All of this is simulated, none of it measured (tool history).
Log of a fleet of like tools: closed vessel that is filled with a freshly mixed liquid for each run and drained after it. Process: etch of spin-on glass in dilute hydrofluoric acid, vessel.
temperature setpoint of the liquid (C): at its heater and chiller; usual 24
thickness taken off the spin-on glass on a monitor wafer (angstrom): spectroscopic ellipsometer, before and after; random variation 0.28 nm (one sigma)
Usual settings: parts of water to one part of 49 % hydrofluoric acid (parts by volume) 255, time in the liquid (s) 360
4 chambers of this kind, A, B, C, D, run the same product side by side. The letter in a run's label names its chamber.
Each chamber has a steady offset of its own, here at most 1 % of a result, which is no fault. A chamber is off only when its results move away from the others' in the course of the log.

run	hour	temperature setpoint of the liquid (C)	parts of water to one part of 49 % hydrofluoric acid (parts by volume)	time in the liquid (s)	read-back film thickness of the spin-on glass reference wafer, read on the same gauge (nm)	thickness taken off the spin-on glass on a monitor wafer (angstrom)
1C	2.9	24	255	360	69.975	438.35
2D	6.4	24	255	360	69.988	437.01
3A	9.2	24	255	360	69.981	441.13
4B	13	24	255	360	69.997	441.65
5D	15.8	24	255	360	69.994	440.31
6B	18.2	24	255	360	69.944	442.15
7C	22.5	24	255	360	69.995	442.79
8A	26.1	24	255	360	70.014	438.57
9D	29.3	24	255	360	70.003	440.07
10C	32.4	19.5	255	275	70.014	284.7
11A	36.5	19.5	255	275	69.99	286.94
12B	40.9	19.5	255	275	69.982	284.81
13D	44.6	19.5	255	275	70.002	283.93
14C	47	24	255	295	70.017	358.4
15A	51.3	24	255	295	69.982	364.2
16B	56.3	24	255	295	70.024	361.22
17C	60.6	24	255	295	70.021	364.34
18D	65.2	24	255	360	70	439.18
19A	68.3	24	255	360	70.012	463.82
20B	71.5	24	325	550	70.014	495.28
21B	76	24	325	550	70.009	496.63
22C	79.5	24	325	550	69.983	489.38
23A	83.1	24	325	550	70.011	526.23
24D	86.7	24	255	360	69.992	441.26
25C	89.9	24	255	360	70	435.4

Is one chamber off against the others, does the gauge drift, or is nothing wrong? If a chamber is off, say which, and what the likeliest cause is.

Chamber A drifts away from the others.
Cause: liquid hotter than its thermometer reads (K) = 2.38.
The log may not tell that from: hydrofluoric acid flow above the setpoint (%).

Here are 4 candidates for chamber A's next run, each the usual settings with a change, their results left as question marks. Which one brings its results back in line with what the others give on the usual settings?
In line means no further than this from the other chambers' mean on the usual settings: thickness taken off the spin-on glass on a monitor wafer (angstrom) 9.9
26A-1	93.6	21.5	255	360		?
26A-2	93.6	24	250	365		?
26A-3	93.6	23	255	360		?
26A-4	93.6	24	255	390		?

The other chambers' mean on the usual settings: thickness taken off the spin-on glass on a monitor wafer (angstrom) 439.63
run	thickness taken off the spin-on glass on a monitor wafer (angstrom)
26A-1	436.26
26A-2	494.63
26A-3	459.75
26A-4	515.59
26A-1 brings the chamber back in line.
